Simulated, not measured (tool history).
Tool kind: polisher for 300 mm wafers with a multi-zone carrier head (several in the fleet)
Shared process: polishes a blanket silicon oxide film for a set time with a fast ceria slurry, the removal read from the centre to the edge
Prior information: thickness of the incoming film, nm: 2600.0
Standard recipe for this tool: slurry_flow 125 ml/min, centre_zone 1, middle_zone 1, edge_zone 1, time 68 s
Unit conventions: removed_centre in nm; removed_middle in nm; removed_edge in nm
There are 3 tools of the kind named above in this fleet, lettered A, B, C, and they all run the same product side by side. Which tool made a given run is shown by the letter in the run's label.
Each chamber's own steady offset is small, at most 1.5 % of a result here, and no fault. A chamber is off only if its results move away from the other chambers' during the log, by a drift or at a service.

{"run": "1B", "hour": 6.7, "slurry_flow": 125, "centre_zone": 1, "middle_zone": 1, "edge_zone": 1, "time": 68, "removed_centre": 512.1, "removed_middle": 518.77, "removed_edge": 519.89}
{"hour": 14.5, "done": "chamber B: worn pad replaced by a new one"}
{"run": "2C", "hour": 15.2, "slurry_flow": 125, "centre_zone": 1, "middle_zone": 1, "edge_zone": 1, "time": 68, "removed_centre": 509.01, "removed_middle": 516.84, "removed_edge": 513.23}
{"run": "3A", "hour": 20.8, "slurry_flow": 125, "centre_zone": 1, "middle_zone": 1, "edge_zone": 1, "time": 68, "removed_centre": 515.64, "removed_middle": 516.04, "removed_edge": 516.7}
{"run": "4B", "hour": 29.3, "slurry_flow": 125, "centre_zone": 1, "middle_zone": 1, "edge_zone": 1, "time": 68, "removed_centre": 520.38, "removed_middle": 513.66, "removed_edge": 507.22}
{"run": "5C", "hour": 38.5, "slurry_flow": 125, "centre_zone": 1, "middle_zone": 1, "edge_zone": 1, "time": 68, "removed_centre": 505.59, "removed_middle": 518.9, "removed_edge": 526.37}
{"run": "6A", "hour": 47.3, "slurry_flow": 125, "centre_zone": 1, "middle_zone": 1, "edge_zone": 1, "time": 68, "removed_centre": 521.71, "removed_middle": 518.67, "removed_edge": 513.54}
{"run": "7B", "hour": 56.0, "slurry_flow": 125, "centre_zone": 1, "middle_zone": 1, "edge_zone": 1, "time": 68, "removed_centre": 523.02, "removed_middle": 523.13, "removed_edge": 514.48}
{"hour": 58.8, "done": "chamber A: worn pad replaced by a new one"}
{"run": "8A", "hour": 64.1, "slurry_flow": 125, "centre_zone": 1, "middle_zone": 1, "edge_zone": 1, "time": 68, "removed_centre": 526.15, "removed_middle": 522.34, "removed_edge": 520.83}
{"run": "9C", "hour": 68.4, "slurry_flow": 125, "centre_zone": 1, "middle_zone": 1, "edge_zone": 1, "time": 68, "removed_centre": 509.96, "removed_middle": 516.04, "removed_edge": 508.24}
{"run": "10B", "hour": 72.9, "slurry_flow": 125, "centre_zone": 1, "middle_zone": 1, "edge_zone": 1, "time": 68, "removed_centre": 524.83, "removed_middle": 521.15, "removed_edge": 515.64}
{"hour": 78.0, "done": "chamber C: worn pad replaced by a new one"}
{"run": "11C", "hour": 78.8, "slurry_flow": 125, "centre_zone": 1, "middle_zone": 1, "edge_zone": 1, "time": 68, "removed_centre": 516.35, "removed_middle": 513, "removed_edge": 517.3}
{"run": "12A", "hour": 84.0, "slurry_flow": 125, "centre_zone": 1, "middle_zone": 1, "edge_zone": 1, "time": 68, "removed_centre": 523.45, "removed_middle": 524.56, "removed_edge": 515}
{"run": "13C", "hour": 89.2, "slurry_flow": 125, "centre_zone": 1, "middle_zone": 1, "edge_zone": 1, "time": 68, "removed_centre": 510.82, "removed_middle": 522.46, "removed_edge": 525.67}
{"run": "14A", "hour": 98.9, "slurry_flow": 125, "centre_zone": 1, "middle_zone": 1, "edge_zone": 1, "time": 68, "removed_centre": 519.95, "removed_middle": 521.51, "removed_edge": 520.05}
{"hour": 103.1, "done": "chamber A: edge zone pressure recalibrated"}
{"run": "15B", "hour": 104.2, "slurry_flow": 125, "centre_zone": 1, "middle_zone": 1, "edge_zone": 1, "time": 68, "removed_centre": 522.05, "removed_middle": 525.41, "removed_edge": 517.49}
{"run": "16B", "hour": 108.6, "slurry_flow": 125, "centre_zone": 1, "middle_zone": 1, "edge_zone": 1.1, "time": 59, "removed_centre": 448.44, "removed_middle": 447.66, "removed_edge": 465.9}
{"hour": 113.4, "done": "chamber B: worn pad replaced by a new one"}
{"run": "17A", "hour": 117.0, "slurry_flow": 125, "centre_zone": 1, "middle_zone": 1, "edge_zone": 1.1, "time": 59, "removed_centre": 452.35, "removed_middle": 451.76, "removed_edge": 465.81}
{"run": "18C", "hour": 121.9, "slurry_flow": 125, "centre_zone": 1, "middle_zone": 1, "edge_zone": 1.1, "time": 59, "removed_centre": 446.04, "removed_middle": 450.5, "removed_edge": 474.77}
{"run": "19C", "hour": 126.3, "slurry_flow": 125, "centre_zone": 1, "middle_zone": 1, "edge_zone": 1, "time": 68, "removed_centre": 514.02, "removed_middle": 525.53, "removed_edge": 516.74}
{"run": "20B", "hour": 131.3, "slurry_flow": 125, "centre_zone": 1, "middle_zone": 1, "edge_zone": 1, "time": 68, "removed_centre": 525.97, "removed_middle": 520.77, "removed_edge": 515.81}
{"hour": 138.7, "done": "chamber A: worn pad replaced by a new one"}
{"run": "21A", "hour": 139.2, "slurry_flow": 125, "centre_zone": 1, "middle_zone": 1, "edge_zone": 1, "time": 68, "removed_centre": 513.37, "removed_middle": 521.56, "removed_edge": 526.28}
{"hour": 145.6, "done": "chamber B: centre zone pressure recalibrated"}
{"run": "22C", "hour": 148.1, "slurry_flow": 125, "centre_zone": 1, "middle_zone": 1, "edge_zone": 1, "time": 68, "removed_centre": 514.1, "removed_middle": 519.95, "removed_edge": 517.49}
{"run": "23B", "hour": 157.3, "slurry_flow": 125, "centre_zone": 1, "middle_zone": 1, "edge_zone": 1, "time": 68, "removed_centre": 512.35, "removed_middle": 515.75, "removed_edge": 512.93}
{"run": "24A", "hour": 163.4, "slurry_flow": 125, "centre_zone": 1, "middle_zone": 1, "edge_zone": 1, "time": 68, "removed_centre": 517.79, "removed_middle": 526.75, "removed_edge": 511.88}
{"run": "25B", "hour": 167.6, "slurry_flow": 125, "centre_zone": 1, "middle_zone": 1, "edge_zone": 1, "time": 68, "removed_centre": 524.05, "removed_middle": 520.18, "removed_edge": 506.74}
{"run": "26C", "hour": 175.0, "slurry_flow": 125, "centre_zone": 1, "middle_zone": 1, "edge_zone": 1, "time": 68, "removed_centre": 505.3, "removed_middle": 518.1, "removed_edge": 518.14}
{"run": "27A", "hour": 184.4, "slurry_flow": 125, "centre_zone": 0.93, "middle_zone": 1, "edge_zone": 1, "time": 68, "removed_centre": 483.9, "removed_middle": 518.5, "removed_edge": 509.4}
{"run": "28C", "hour": 191.2, "slurry_flow": 125, "centre_zone": 0.93, "middle_zone": 1, "edge_zone": 1, "time": 68, "removed_centre": 478.58, "removed_middle": 515.34, "removed_edge": 514.98}

Read the log: is a single chamber off, either drifting away or since a service, is the gauge that measures every chamber drifting, or is nothing wrong beyond small per-chamber offsets? Name any odd chamber and what most likely caused it.

No chamber stands off beyond its own small offset, and the gauge holds steady.
